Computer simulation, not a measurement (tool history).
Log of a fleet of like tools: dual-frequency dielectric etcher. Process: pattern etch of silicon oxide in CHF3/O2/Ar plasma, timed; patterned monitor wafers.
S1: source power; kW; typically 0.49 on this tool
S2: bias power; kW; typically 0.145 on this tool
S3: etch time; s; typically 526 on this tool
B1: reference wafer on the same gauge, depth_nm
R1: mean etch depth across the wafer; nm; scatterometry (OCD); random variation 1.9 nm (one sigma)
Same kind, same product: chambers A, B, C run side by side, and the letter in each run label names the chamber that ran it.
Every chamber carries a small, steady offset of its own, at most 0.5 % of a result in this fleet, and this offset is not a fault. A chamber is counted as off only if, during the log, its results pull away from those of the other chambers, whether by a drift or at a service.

run 1B hour=3.3 | S1=0.49 S2=0.145 S3=526 | B1=981.86 | R1=895.55
run 2A hour=6.7 | S1=0.49 S2=0.145 S3=526 | B1=982.01 | R1=898.73
run 3C hour=10.1 | S1=0.49 S2=0.145 S3=526 | B1=982.05 | R1=893.09
run 4C hour=13.7 | S1=0.49 S2=0.145 S3=526 | B1=981.96 | R1=891.1
run 5A hour=17.6 | S1=0.49 S2=0.145 S3=526 | B1=981.9 | R1=894.91
run 6B hour=20.8 | S1=0.49 S2=0.145 S3=526 | B1=982.43 | R1=892.25
run 7B hour=23.1 | S1=0.49 S2=0.145 S3=526 | B1=982.08 | R1=893.79
run 8A hour=26.6 | S1=0.49 S2=0.145 S3=526 | B1=982.09 | R1=894.48
run 9C hour=29.9 | S1=0.49 S2=0.126 S3=603.5 | B1=982.3 | R1=980.79
run 10B hour=33 | S1=0.49 S2=0.126 S3=603.5 | B1=981.97 | R1=979.08
run 11A hour=36 | S1=0.49 S2=0.126 S3=603.5 | B1=981.97 | R1=986.73
run 12C hour=39.7 | S1=0.49 S2=0.145 S3=526 | B1=982.19 | R1=888.81
run 13A hour=43.3 | S1=0.49 S2=0.145 S3=526 | B1=982.43 | R1=890.8
run 14B hour=46.6 | S1=0.49 S2=0.145 S3=526 | B1=982.82 | R1=896.12
run 15C hour=48.5 | S1=0.49 S2=0.145 S3=526 | B1=982.42 | R1=895.36
run 16B hour=51.7 | S1=0.49 S2=0.145 S3=526 | B1=982.01 | R1=894.12
run 17A hour=54.7 | S1=0.49 S2=0.145 S3=526 | B1=981.98 | R1=893.37
run 18C hour=56.7 | S1=0.49 S2=0.145 S3=526 | B1=982.16 | R1=893.4
run 19A hour=59.1 | S1=0.49 S2=0.145 S3=526 | B1=982.12 | R1=899.91
run 20B hour=62.6 | S1=0.49 S2=0.145 S3=526 | B1=982.22 | R1=893.57
run 21C hour=65.7 | S1=0.49 S2=0.145 S3=526 | B1=982.78 | R1=892.29
run 22A hour=69.4 | S1=0.49 S2=0.145 S3=526 | B1=982.06 | R1=896.84

What goes on in this fleet: one chamber off, a drifting gauge, or nothing beyond the chambers' own small offsets? Name the chamber and the cause, if any.

Nothing is wrong: each chamber keeps only its own small, steady offset and the gauge holds still.

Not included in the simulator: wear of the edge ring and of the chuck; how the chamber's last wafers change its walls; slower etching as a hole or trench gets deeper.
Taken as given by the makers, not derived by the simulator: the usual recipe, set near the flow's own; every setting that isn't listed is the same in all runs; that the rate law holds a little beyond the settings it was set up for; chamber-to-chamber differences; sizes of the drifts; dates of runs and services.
